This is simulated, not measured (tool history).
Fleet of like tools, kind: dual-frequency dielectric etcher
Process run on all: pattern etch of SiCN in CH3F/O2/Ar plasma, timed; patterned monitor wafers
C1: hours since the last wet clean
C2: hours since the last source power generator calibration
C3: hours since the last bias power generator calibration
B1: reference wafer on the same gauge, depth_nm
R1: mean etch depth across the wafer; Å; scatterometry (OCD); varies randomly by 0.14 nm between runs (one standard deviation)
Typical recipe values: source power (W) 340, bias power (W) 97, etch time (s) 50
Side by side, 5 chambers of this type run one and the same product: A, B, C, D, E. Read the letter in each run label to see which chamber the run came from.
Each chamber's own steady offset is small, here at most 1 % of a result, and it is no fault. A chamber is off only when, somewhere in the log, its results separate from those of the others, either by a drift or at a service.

{"run": "1A", "hour": 12.7, "source power (W)": 340, "bias power (W)": 97, "etch time (s)": 50, "C1": 446.5, "C2": 3667.3, "C3": 1649.9, "B1": 18.983, "R1": 200.84}
{"run": "2E", "hour": 21.4, "source power (W)": 340, "bias power (W)": 97, "etch time (s)": 50, "C1": 81.2, "C2": 207, "C3": 1746.4, "B1": 18.982, "R1": 196.33}
{"run": "3D", "hour": 30.4, "source power (W)": 340, "bias power (W)": 97, "etch time (s)": 50, "C1": 246.9, "C2": 2203.1, "C3": 402, "B1": 19.013, "R1": 194.93}
{"run": "4C", "hour": 43.9, "source power (W)": 340, "bias power (W)": 97, "etch time (s)": 50, "C1": 542.5, "C2": 2077, "C3": 245.6, "B1": 19.014, "R1": 196.56}
{"hour": 57.5, "done": "chamber A: wet clean of the chamber"}
{"run": "5B", "hour": 59.1, "source power (W)": 340, "bias power (W)": 97, "etch time (s)": 50, "C1": 259.2, "C2": 3198.2, "C3": 327.3, "B1": 19.016, "R1": 197.44}
{"run": "6C", "hour": 68.5, "source power (W)": 340, "bias power (W)": 116, "etch time (s)": 50, "C1": 567.1, "C2": 2101.6, "C3": 270.2, "B1": 19.022, "R1": 209.83}
{"run": "7A", "hour": 76.7, "source power (W)": 340, "bias power (W)": 116, "etch time (s)": 50, "C1": 19.3, "C2": 3731.3, "C3": 1713.9, "B1": 19.015, "R1": 210.89}
{"run": "8B", "hour": 90.1, "source power (W)": 340, "bias power (W)": 116, "etch time (s)": 50, "C1": 290.2, "C2": 3229.2, "C3": 358.3, "B1": 18.997, "R1": 211.4}
{"run": "9E", "hour": 97.2, "source power (W)": 340, "bias power (W)": 116, "etch time (s)": 50, "C1": 157, "C2": 282.8, "C3": 1822.2, "B1": 18.972, "R1": 209.34}
{"run": "10D", "hour": 109.9, "source power (W)": 340, "bias power (W)": 116, "etch time (s)": 50, "C1": 326.4, "C2": 2282.6, "C3": 481.5, "B1": 18.991, "R1": 215.16}
{"run": "11B", "hour": 122.8, "source power (W)": 340, "bias power (W)": 97, "etch time (s)": 50, "C1": 322.9, "C2": 3261.9, "C3": 391, "B1": 19.001, "R1": 196.09}
{"run": "12A", "hour": 131.1, "source power (W)": 340, "bias power (W)": 97, "etch time (s)": 50, "C1": 73.7, "C2": 3785.7, "C3": 1768.3, "B1": 18.983, "R1": 198.88}
{"run": "13C", "hour": 142.7, "source power (W)": 400, "bias power (W)": 97, "etch time (s)": 50, "C1": 641.3, "C2": 2175.8, "C3": 344.4, "B1": 18.991, "R1": 210.39}
{"run": "14E", "hour": 157.6, "source power (W)": 400, "bias power (W)": 97, "etch time (s)": 50, "C1": 217.4, "C2": 343.2, "C3": 1882.6, "B1": 18.958, "R1": 209.06}
{"run": "15D", "hour": 167.6, "source power (W)": 400, "bias power (W)": 97, "etch time (s)": 50, "C1": 384.1, "C2": 2340.3, "C3": 539.2, "B1": 18.978, "R1": 211.29}
{"run": "16B", "hour": 179.4, "source power (W)": 400, "bias power (W)": 97, "etch time (s)": 50, "C1": 379.5, "C2": 3318.5, "C3": 447.6, "B1": 19.015, "R1": 210.5}
{"hour": 189.3, "done": "chamber B: wet clean of the chamber"}
{"run": "17D", "hour": 193.4, "source power (W)": 400, "bias power (W)": 97, "etch time (s)": 50, "C1": 409.9, "C2": 2366.1, "C3": 565, "B1": 19.015, "R1": 212.45}
{"run": "18A", "hour": 203.2, "source power (W)": 340, "bias power (W)": 97, "etch time (s)": 50, "C1": 145.8, "C2": 3857.8, "C3": 1840.4, "B1": 18.987, "R1": 198.43}
{"hour": 204.4, "done": "chamber C: wet clean of the chamber"}
{"run": "19E", "hour": 218.6, "source power (W)": 340, "bias power (W)": 97, "etch time (s)": 50, "C1": 278.4, "C2": 404.2, "C3": 1943.6, "B1": 19.001, "R1": 199.37}
{"run": "20C", "hour": 226.8, "source power (W)": 340, "bias power (W)": 97, "etch time (s)": 50, "C1": 22.4, "C2": 2259.9, "C3": 428.5, "B1": 18.969, "R1": 196.95}
{"run": "21E", "hour": 235.2, "source power (W)": 340, "bias power (W)": 97, "etch time (s)": 50, "C1": 295, "C2": 420.8, "C3": 1960.2, "B1": 18.99, "R1": 197.45}
{"run": "22B", "hour": 244.3, "source power (W)": 260, "bias power (W)": 114, "etch time (s)": 50, "C1": 55, "C2": 3383.4, "C3": 512.5, "B1": 19.006, "R1": 198.36}
{"run": "23C", "hour": 258.5, "source power (W)": 260, "bias power (W)": 114, "etch time (s)": 50, "C1": 54.1, "C2": 2291.6, "C3": 460.2, "B1": 18.963, "R1": 189.62}
{"run": "24D", "hour": 273.7, "source power (W)": 260, "bias power (W)": 114, "etch time (s)": 50, "C1": 490.2, "C2": 2446.4, "C3": 645.3, "B1": 19.008, "R1": 193.36}
{"run": "25A", "hour": 285.6, "source power (W)": 260, "bias power (W)": 114, "etch time (s)": 50, "C1": 228.2, "C2": 3940.2, "C3": 1922.8, "B1": 18.984, "R1": 192.09}
{"hour": 286.5, "done": "chamber D: wet clean of the chamber"}
{"run": "26E", "hour": 297.4, "source power (W)": 260, "bias power (W)": 114, "etch time (s)": 50, "C1": 357.2, "C2": 483, "C3": 2022.4, "B1": 18.995, "R1": 192.82}
{"run": "27B", "hour": 305.1, "source power (W)": 340, "bias power (W)": 97, "etch time (s)": 50, "C1": 115.8, "C2": 3444.2, "C3": 573.3, "B1": 18.998, "R1": 202.95}
{"run": "28C", "hour": 312.9, "source power (W)": 340, "bias power (W)": 97, "etch time (s)": 50, "C1": 108.5, "C2": 2346, "C3": 514.6, "B1": 19.008, "R1": 195.94}
{"run": "29A", "hour": 323.7, "source power (W)": 340, "bias power (W)": 97, "etch time (s)": 50, "C1": 266.3, "C2": 3978.3, "C3": 1960.9, "B1": 19.006, "R1": 199.73}
{"run": "30D", "hour": 335.8, "source power (W)": 340, "bias power (W)": 97, "etch time (s)": 50, "C1": 49.3, "C2": 2508.5, "C3": 707.4, "B1": 18.978, "R1": 199.72}
{"run": "31E", "hour": 343.4, "source power (W)": 340, "bias power (W)": 97, "etch time (s)": 50, "C1": 403.2, "C2": 529, "C3": 2068.4, "B1": 19.002, "R1": 197.4}
{"run": "32B", "hour": 350.1, "source power (W)": 340, "bias power (W)": 97, "etch time (s)": 50, "C1": 160.8, "C2": 3489.2, "C3": 618.3, "B1": 18.983, "R1": 205.51}
{"run": "33C", "hour": 361.5, "source power (W)": 340, "bias power (W)": 97, "etch time (s)": 50, "C1": 157.1, "C2": 2394.6, "C3": 563.2, "B1": 18.988, "R1": 195.8}
{"run": "34A", "hour": 370.1, "source power (W)": 340, "bias power (W)": 97, "etch time (s)": 50, "C1": 312.7, "C2": 4024.7, "C3": 2007.3, "B1": 18.953, "R1": 198.39}
{"hour": 376.9, "done": "chamber A: bias power generator calibrated"}
{"run": "35D", "hour": 383.4, "source power (W)": 340, "bias power (W)": 97, "etch time (s)": 50, "C1": 96.9, "C2": 2556.1, "C3": 755, "B1": 19.043, "R1": 200.28}
{"hour": 386.4, "done": "chamber E: wet clean of the chamber"}
{"run": "36A", "hour": 396.8, "source power (W)": 340, "bias power (W)": 97, "etch time (s)": 50, "C1": 339.4, "C2": 4051.4, "C3": 19.9, "B1": 19.019, "R1": 197.27}
{"run": "37C", "hour": 407.9, "source power (W)": 340, "bias power (W)": 97, "etch time (s)": 61.5, "C1": 203.5, "C2": 2441, "C3": 609.6, "B1": 18.978, "R1": 244.59}
{"run": "38E", "hour": 422.0, "source power (W)": 340, "bias power (W)": 97, "etch time (s)": 61.5, "C1": 35.6, "C2": 607.6, "C3": 2147, "B1": 19.011, "R1": 243.81}

For the next run the whole fleet of 5 chambers uses the same settings. Give each chamber's results:
{"run": "39A", "hour": 433.0, "source power (W)": 340, "bias power (W)": 97, "etch time (s)": 50, "R1": "?"}
{"run": "39B", "hour": 433.0, "source power (W)": 340, "bias power (W)": 97, "etch time (s)": 50, "R1": "?"}
{"run": "39C", "hour": 433.0, "source power (W)": 340, "bias power (W)": 97, "etch time (s)": 50, "R1": "?"}
{"run": "39D", "hour": 433.0, "source power (W)": 340, "bias power (W)": 97, "etch time (s)": 50, "R1": "?"}
{"run": "39E", "hour": 433.0, "source power (W)": 340, "bias power (W)": 97, "etch time (s)": 50, "R1": "?"}

run=39A R1=196.41
run=39B R1=205.72
run=39C R1=194.87
run=39D R1=198.82
run=39E R1=197.66
